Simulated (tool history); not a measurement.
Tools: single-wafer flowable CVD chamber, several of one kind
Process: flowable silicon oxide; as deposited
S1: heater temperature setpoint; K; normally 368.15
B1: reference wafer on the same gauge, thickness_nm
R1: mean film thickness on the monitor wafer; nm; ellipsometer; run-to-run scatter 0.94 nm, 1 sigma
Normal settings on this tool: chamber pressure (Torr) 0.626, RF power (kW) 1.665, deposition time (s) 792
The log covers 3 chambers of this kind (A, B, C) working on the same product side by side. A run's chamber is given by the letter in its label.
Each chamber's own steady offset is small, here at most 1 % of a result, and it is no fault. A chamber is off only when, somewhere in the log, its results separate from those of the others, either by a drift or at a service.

run 1A day=0.171 | S1=368.15 chamber_pressure_(Torr)=0.626 RF_power_(kW)=1.665 deposition_time_(s)=792 | B1=462.07 | R1=393.57
run 2B day=0.308 | S1=368.15 chamber_pressure_(Torr)=0.626 RF_power_(kW)=1.665 deposition_time_(s)=792 | B1=461.94 | R1=392.26
run 3C day=0.554 | S1=368.15 chamber_pressure_(Torr)=0.626 RF_power_(kW)=1.665 deposition_time_(s)=792 | B1=462.2 | R1=387.08
run 4B day=0.733 | S1=368.15 chamber_pressure_(Torr)=0.626 RF_power_(kW)=1.665 deposition_time_(s)=792 | B1=462.32 | R1=390.6
run 5C day=0.867 | S1=368.15 chamber_pressure_(Torr)=0.626 RF_power_(kW)=1.665 deposition_time_(s)=792 | B1=462.09 | R1=387.34
run 6A day=1.092 | S1=368.15 chamber_pressure_(Torr)=0.626 RF_power_(kW)=1.665 deposition_time_(s)=792 | B1=462.07 | R1=392.1
run 7C day=1.254 | S1=368.15 chamber_pressure_(Torr)=0.626 RF_power_(kW)=1.665 deposition_time_(s)=792 | B1=461.75 | R1=386.88
run 8B day=1.496 | S1=368.15 chamber_pressure_(Torr)=0.626 RF_power_(kW)=1.665 deposition_time_(s)=792 | B1=461.88 | R1=391.3
run 9A day=1.742 | S1=368.15 chamber_pressure_(Torr)=0.626 RF_power_(kW)=1.665 deposition_time_(s)=792 | B1=462.24 | R1=393.96
run 10B day=1.879 | S1=368.15 chamber_pressure_(Torr)=0.626 RF_power_(kW)=1.665 deposition_time_(s)=792 | B1=461.99 | R1=391.8
run 11C day=2.167 | S1=368.15 chamber_pressure_(Torr)=0.626 RF_power_(kW)=1.665 deposition_time_(s)=792 | B1=462.04 | R1=386.61
run 12A day=2.388 | S1=368.15 chamber_pressure_(Torr)=0.626 RF_power_(kW)=1.665 deposition_time_(s)=792 | B1=461.85 | R1=394.16
run 13C day=2.679 | S1=368.15 chamber_pressure_(Torr)=0.626 RF_power_(kW)=1.665 deposition_time_(s)=792 | B1=462.09 | R1=387.7
run 14A day=2.929 | S1=382.15 chamber_pressure_(Torr)=0.626 RF_power_(kW)=1.485 deposition_time_(s)=792 | B1=462.02 | R1=241.34
run 15B day=3.2 | S1=382.15 chamber_pressure_(Torr)=0.626 RF_power_(kW)=1.485 deposition_time_(s)=792 | B1=462.03 | R1=239.74
-- day=3.392 chamber B: RF generator calibrated
run 16A day=3.454 | S1=382.15 chamber_pressure_(Torr)=0.626 RF_power_(kW)=1.485 deposition_time_(s)=792 | B1=461.94 | R1=242.07
run 17C day=3.717 | S1=368.15 chamber_pressure_(Torr)=0.626 RF_power_(kW)=1.665 deposition_time_(s)=792 | B1=461.83 | R1=384.48
-- day=3.862 chamber A: RF generator calibrated
run 18B day=3.933 | S1=368.15 chamber_pressure_(Torr)=0.626 RF_power_(kW)=1.665 deposition_time_(s)=792 | B1=462.05 | R1=391.53
run 19A day=4.079 | S1=368.15 chamber_pressure_(Torr)=0.626 RF_power_(kW)=1.665 deposition_time_(s)=792 | B1=461.87 | R1=399.27
run 20C day=4.338 | S1=368.15 chamber_pressure_(Torr)=0.626 RF_power_(kW)=1.665 deposition_time_(s)=792 | B1=461.91 | R1=386.72
run 21B day=4.567 | S1=368.15 chamber_pressure_(Torr)=0.626 RF_power_(kW)=1.665 deposition_time_(s)=792 | B1=462.17 | R1=390.19
run 22C day=4.75 | S1=368.15 chamber_pressure_(Torr)=0.626 RF_power_(kW)=1.665 deposition_time_(s)=792 | B1=462.07 | R1=384.31
run 23A day=4.933 | S1=368.15 chamber_pressure_(Torr)=0.626 RF_power_(kW)=1.665 deposition_time_(s)=792 | B1=462.06 | R1=399.22
run 24B day=5.088 | S1=368.15 chamber_pressure_(Torr)=0.626 RF_power_(kW)=1.665 deposition_time_(s)=792 | B1=462.19 | R1=390.47
run 25C day=5.338 | S1=368.15 chamber_pressure_(Torr)=0.73 RF_power_(kW)=1.665 deposition_time_(s)=731 | B1=461.95 | R1=439.79
run 26B day=5.554 | S1=368.15 chamber_pressure_(Torr)=0.73 RF_power_(kW)=1.665 deposition_time_(s)=731 | B1=461.84 | R1=446.78
run 27A day=5.792 | S1=368.15 chamber_pressure_(Torr)=0.73 RF_power_(kW)=1.665 deposition_time_(s)=731 | B1=462.09 | R1=455.09
run 28B day=5.988 | S1=368.15 chamber_pressure_(Torr)=0.626 RF_power_(kW)=1.665 deposition_time_(s)=792 | B1=462.02 | R1=392.36
run 29C day=6.171 | S1=368.15 chamber_pressure_(Torr)=0.626 RF_power_(kW)=1.665 deposition_time_(s)=792 | B1=461.98 | R1=386.03
run 30A day=6.317 | S1=368.15 chamber_pressure_(Torr)=0.626 RF_power_(kW)=1.52 deposition_time_(s)=792 | B1=461.93 | R1=393.54
run 31B day=6.45 | S1=368.15 chamber_pressure_(Torr)=0.626 RF_power_(kW)=1.52 deposition_time_(s)=792 | B1=461.84 | R1=380.24
run 32A day=6.671 | S1=368.15 chamber_pressure_(Torr)=0.626 RF_power_(kW)=1.52 deposition_time_(s)=792 | B1=461.79 | R1=392.65
run 33C day=6.933 | S1=368.15 chamber_pressure_(Torr)=0.626 RF_power_(kW)=1.665 deposition_time_(s)=792 | B1=462.05 | R1=386
run 34C day=7.117 | S1=368.15 chamber_pressure_(Torr)=0.626 RF_power_(kW)=1.665 deposition_time_(s)=792 | B1=461.9 | R1=386.51

Decide between three cases: one chamber stands off from its peers, the gauge reading all wafers drifts, or nothing is wrong past each chamber's small offset. Where a chamber is off, say which and what most likely put it there.

It is chamber A that slowly wanders off from its peers.
Cause: true pressure above the setpoint (%) = 2.34.
From this log alone, it may not be told apart from: wafer temperature below the value expected at the setpoint (K).

Here are 4 candidates for chamber A's next run, each the usual settings with a change, their results left as question marks. Which one brings its results back in line with what the others give on the usual settings?
To be in line, a result may differ from the other chambers' mean on the usual settings by at most: R1 3.3 nm
run 35A-1 day=7.338 | S1=368.15 chamber_pressure_(Torr)=0.645 RF_power_(kW)=1.665 deposition_time_(s)=792 | R1=?
run 35A-2 day=7.338 | S1=368.15 chamber_pressure_(Torr)=0.626 RF_power_(kW)=1.66 deposition_time_(s)=782 | R1=?
run 35A-3 day=7.338 | S1=369.15 chamber_pressure_(Torr)=0.626 RF_power_(kW)=1.665 deposition_time_(s)=788 | R1=?
run 35A-4 day=7.338 | S1=368.15 chamber_pressure_(Torr)=0.626 RF_power_(kW)=1.67 deposition_time_(s)=802 | R1=?

On the usual settings, the other chambers give on average: R1 389.1 nm
run=35A-1 R1=421.88
run=35A-2 R1=399.73
run=35A-3 R1=390.05
run=35A-4 R1=410.63
Change 35A-3 lands the chamber within the allowed miss of the other chambers.

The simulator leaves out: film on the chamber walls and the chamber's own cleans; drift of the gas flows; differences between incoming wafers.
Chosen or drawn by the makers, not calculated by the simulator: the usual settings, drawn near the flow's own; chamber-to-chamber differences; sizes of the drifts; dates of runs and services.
